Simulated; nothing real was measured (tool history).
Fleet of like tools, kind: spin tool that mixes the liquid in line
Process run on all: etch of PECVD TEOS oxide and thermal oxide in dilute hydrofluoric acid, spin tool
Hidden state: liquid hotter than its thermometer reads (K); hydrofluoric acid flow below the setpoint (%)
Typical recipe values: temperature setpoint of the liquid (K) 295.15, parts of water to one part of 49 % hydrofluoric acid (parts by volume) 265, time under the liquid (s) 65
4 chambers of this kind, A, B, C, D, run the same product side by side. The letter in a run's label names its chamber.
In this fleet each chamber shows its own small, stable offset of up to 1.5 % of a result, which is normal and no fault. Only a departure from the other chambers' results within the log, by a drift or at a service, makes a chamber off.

run     day  temperature setpoint of the liquid (K)  parts of water to one part of 49 % hydrofluoric acid (parts by volume)  time under the liquid (s)  hours since the thermometer was replaced  hours since the hydrofluoric acid flow meter was replaced  read-back film thickness of the PECVD TEOS oxide reference wafer, read on the same gauge (nm)  read-back film thickness of the thermal oxide reference wafer, read on the same gauge (nm)  thickness taken off the PECVD TEOS oxide on a monitor wafer (Å)  thickness taken off the thermal oxide on a monitor wafer (Å)
 1A   0.254                                  295.15                                                                     265                         65                                    1067.6                                                     1332.6                                                                                         60.015                                                                                      119.99                                                            42.93                                                        9.3666
        0.5  -- chamber C: thermometer replaced
 2C   0.604                                  295.15                                                                     265                         65                                       2.5                                                      519.4                                                                                         60.012                                                                                      120.01                                                           41.845                                                         9.277
 3D   0.979                                  295.15                                                                     265                         65                                    1148.7                                                      128.5                                                                                         59.981                                                                                      120.01                                                           42.694                                                        9.3405
 4B   1.542                                  295.15                                                                     265                         65                                    2058.4                                                      356.1                                                                                         59.999                                                                                      119.99                                                           42.967                                                         9.151
 5B   2.121                                  295.15                                                                     265                         65                                    2072.3                                                        370                                                                                         59.999                                                                                      119.99                                                           42.977                                                        9.5528
 6C   2.658                                  295.15                                                                     265                         65                                      51.8                                                      568.7                                                                                         60.026                                                                                      120.01                                                           42.074                                                        9.1432
 7A     3.2                                  295.15                                                                     265                         65                                    1138.3                                                     1403.3                                                                                         59.963                                                                                      119.99                                                           43.191                                                         9.548
 8D   3.679                                  295.15                                                                     265                         65                                    1213.5                                                      193.3                                                                                          59.99                                                                                      119.99                                                           42.662                                                        9.3991
 9B   4.112                                  295.15                                                                     265                         65                                    2120.1                                                      417.8                                                                                         60.012                                                                                         120                                                           42.352                                                        9.4304
10A   4.583                                  295.15                                                                     265                         65                                    1171.5                                                     1436.5                                                                                         59.999                                                                                         120                                                           43.157                                                        9.6659
11D   5.154                                  295.15                                                                     265                         65                                    1248.9                                                      228.7                                                                                         59.978                                                                                      119.99                                                            41.92                                                        9.1388
12C   5.638                                  295.15                                                                     265                         65                                     123.3                                                      640.2                                                                                             60                                                                                      120.03                                                           41.978                                                        8.9747
13A   5.958                                  295.15                                                                     265                         65                                    1204.5                                                     1469.5                                                                                         59.982                                                                                         120                                                            42.23                                                        9.4369
14C   6.229                                  293.65                                                                     215                         65                                     137.5                                                      654.4                                                                                         60.002                                                                                         120                                                           51.752                                                        11.345
15D   6.608                                  293.65                                                                     215                         65                                    1283.8                                                      263.6                                                                                         59.989                                                                                         120                                                           52.266                                                        11.192
16B   7.108                                  293.65                                                                     215                         65                                      2192                                                      489.7                                                                                         59.997                                                                                         120                                                           51.969                                                        10.964
17C   7.604                                  293.65                                                                     215                         65                                     170.5                                                      687.4                                                                                         60.018                                                                                      120.01                                                           51.602                                                        11.186
18A   7.946                                  295.15                                                                     265                         65                                    1252.2                                                     1517.2                                                                                         59.993                                                                                      120.01                                                           42.767                                                        9.4565
19D   8.396                                  295.15                                                                     265                         65                                    1326.7                                                      306.5                                                                                         59.997                                                                                      119.99                                                           42.703                                                        9.3755
20B   8.883                                  295.15                                                                     265                        105                                    2234.6                                                      532.3                                                                                             60                                                                                      119.99                                                           67.461                                                          14.6
21A   9.238                                  295.15                                                                     265                        105                                    1283.2                                                     1548.2                                                                                         60.001                                                                                      120.01                                                           69.347                                                        14.786
22D   9.504                                  295.15                                                                     265                        105                                    1353.3                                                      333.1                                                                                         60.012                                                                                         120                                                           68.554                                                        13.903
23C  10.012                                  295.15                                                                     265                        105                                     228.3                                                      745.2                                                                                         59.994                                                                                         120                                                           67.576                                                        14.924
24B  10.288                                  297.15                                                                     265                         35                                    2268.3                                                        566                                                                                         60.007                                                                                      119.99                                                           24.426                                                        5.2702
25C  10.754                                  297.15                                                                     265                         35                                     246.1                                                        763                                                                                         59.989                                                                                      119.99                                                           24.224                                                        5.1562
26A  11.112                                  297.15                                                                     265                         35                                    1328.2                                                     1593.2                                                                                         59.986                                                                                         120                                                            24.65                                                        5.3051
27B  11.408                                  297.15                                                                     265                         35                                    2295.2                                                      592.9                                                                                         59.978                                                                                      119.98                                                           24.895                                                        5.3593
     11.746  -- chamber B: thermometer replaced
28D  11.992                                  295.15                                                                     265                         65                                      1413                                                      392.8                                                                                         60.004                                                                                         120                                                            42.51                                                        9.3282
29B  12.392                                  292.15                                                                     265                         40                                      15.6                                                      616.5                                                                                         60.006                                                                                      120.01                                                           23.437                                                        5.2495
30C  12.921                                  292.15                                                                     265                         40                                     298.1                                                        815                                                                                         60.011                                                                                         120                                                           23.429                                                        4.9699

Decide between three cases: one chamber stands off from its peers, the gauge reading all wafers drifts, or nothing is wrong past each chamber's small offset. Where a chamber is off, say which and what most likely put it there.

Nothing is wrong: each chamber keeps only its own small, steady offset and the gauge holds still.

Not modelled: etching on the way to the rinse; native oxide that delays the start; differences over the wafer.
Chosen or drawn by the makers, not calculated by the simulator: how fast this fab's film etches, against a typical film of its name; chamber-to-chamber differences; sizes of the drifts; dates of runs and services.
